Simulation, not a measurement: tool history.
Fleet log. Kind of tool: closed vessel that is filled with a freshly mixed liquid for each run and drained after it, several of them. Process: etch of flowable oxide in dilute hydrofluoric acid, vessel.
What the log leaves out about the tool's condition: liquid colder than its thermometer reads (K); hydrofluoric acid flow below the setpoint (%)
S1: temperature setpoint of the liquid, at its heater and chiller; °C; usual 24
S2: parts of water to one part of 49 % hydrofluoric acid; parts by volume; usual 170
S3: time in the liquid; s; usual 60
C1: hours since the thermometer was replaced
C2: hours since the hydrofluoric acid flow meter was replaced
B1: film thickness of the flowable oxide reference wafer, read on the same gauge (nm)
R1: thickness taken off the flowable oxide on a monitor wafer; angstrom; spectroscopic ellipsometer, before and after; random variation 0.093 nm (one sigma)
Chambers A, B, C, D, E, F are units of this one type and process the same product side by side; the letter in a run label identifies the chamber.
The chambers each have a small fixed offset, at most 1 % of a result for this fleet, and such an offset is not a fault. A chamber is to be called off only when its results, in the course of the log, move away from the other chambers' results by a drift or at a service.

run,hour,S1,S2,S3,C1,C2,B1,R1
1C,2.3,24,170,60,764.5,777.7,80.000,121.740
2D,7.2,24,170,60,1367.8,432.8,79.985,118.760
3A,10.5,24,170,60,988.7,869.6,80.006,119.300
4E,15.5,24,170,60,45.9,334.1,79.987,119.320
5B,18.1,24,170,60,381.0,771.6,79.958,120.980
6F,22.7,24,170,60,429.4,774.5,80.007,121.190
7D,26.7,24,170,60,1387.3,452.3,79.975,118.570
# hour 29.1: chamber A: thermometer replaced
8C,31.9,24,170,60,794.1,807.3,79.960,121.310
9B,35.5,24,170,60,398.4,789.0,79.992,121.330
10F,38.9,24,170,60,445.6,790.7,80.004,121.200
11E,41.9,24,170,60,72.3,360.5,79.993,117.030
12A,46.8,24,170,60,17.7,905.9,80.013,121.630
13A,49.2,24,170,60,20.1,908.3,79.978,123.010
14B,53.6,24,170,35,416.5,807.1,79.972,70.564
15E,57.4,24,170,35,87.8,376.0,79.983,69.193
16F,62.0,24,170,35,468.7,813.8,79.975,70.614
17C,66.1,24,170,35,828.3,841.5,79.963,70.175
18D,71.1,24,170,35,1431.7,496.7,79.977,69.355
19E,75.8,24,170,35,106.2,394.4,80.036,67.708
20D,80.1,24,170,60,1440.7,505.7,80.017,118.490
21C,82.8,24,170,60,845.0,858.2,79.981,119.770
22F,86.7,24,170,60,493.4,838.5,79.984,122.410
23A,91.5,24,170,60,62.4,950.6,80.009,122.050
24B,95.0,24,170,60,457.9,848.5,80.015,120.390
25F,99.3,24,170,60,506.0,851.1,80.013,121.050
26C,102.2,24,120,35,864.4,877.6,80.046,105.770
27A,105.3,24,120,35,76.2,964.4,80.017,107.080
28D,107.8,24,120,35,1468.4,533.4,79.982,103.840
29E,112.4,24,120,35,142.8,431.0,79.968,101.470
30B,114.8,24,120,35,477.7,868.3,80.028,107.360
31E,119.6,24,120,35,150.0,438.2,79.990,99.158
32A,124.8,24,170,60,95.7,983.9,80.005,120.210
33F,128.9,24,170,60,535.6,880.7,79.993,120.080
34C,132.3,24,170,60,894.5,907.7,79.976,121.390
35B,136.4,24,170,60,499.3,889.9,80.017,119.750
36D,141.2,24,170,60,1501.8,566.8,80.001,120.030
37D,145.9,24,170,60,1506.5,571.5,80.000,119.180
38C,149.3,24,170,60,911.5,924.7,80.007,120.870
39F,153.5,24,170,60,560.2,905.3,79.977,120.410
40E,156.4,24,170,60,186.8,475.0,80.031,111.130

Next, every chamber runs the same settings. What will each give?
41A,160.1,24,200,60,,,,?
41B,160.1,24,200,60,,,,?
41C,160.1,24,200,60,,,,?
41D,160.1,24,200,60,,,,?
41E,160.1,24,200,60,,,,?
41F,160.1,24,200,60,,,,?

run,R1
41A,100.540
41B,98.342
41C,97.355
41D,98.104
41E,90.256
41F,100.090
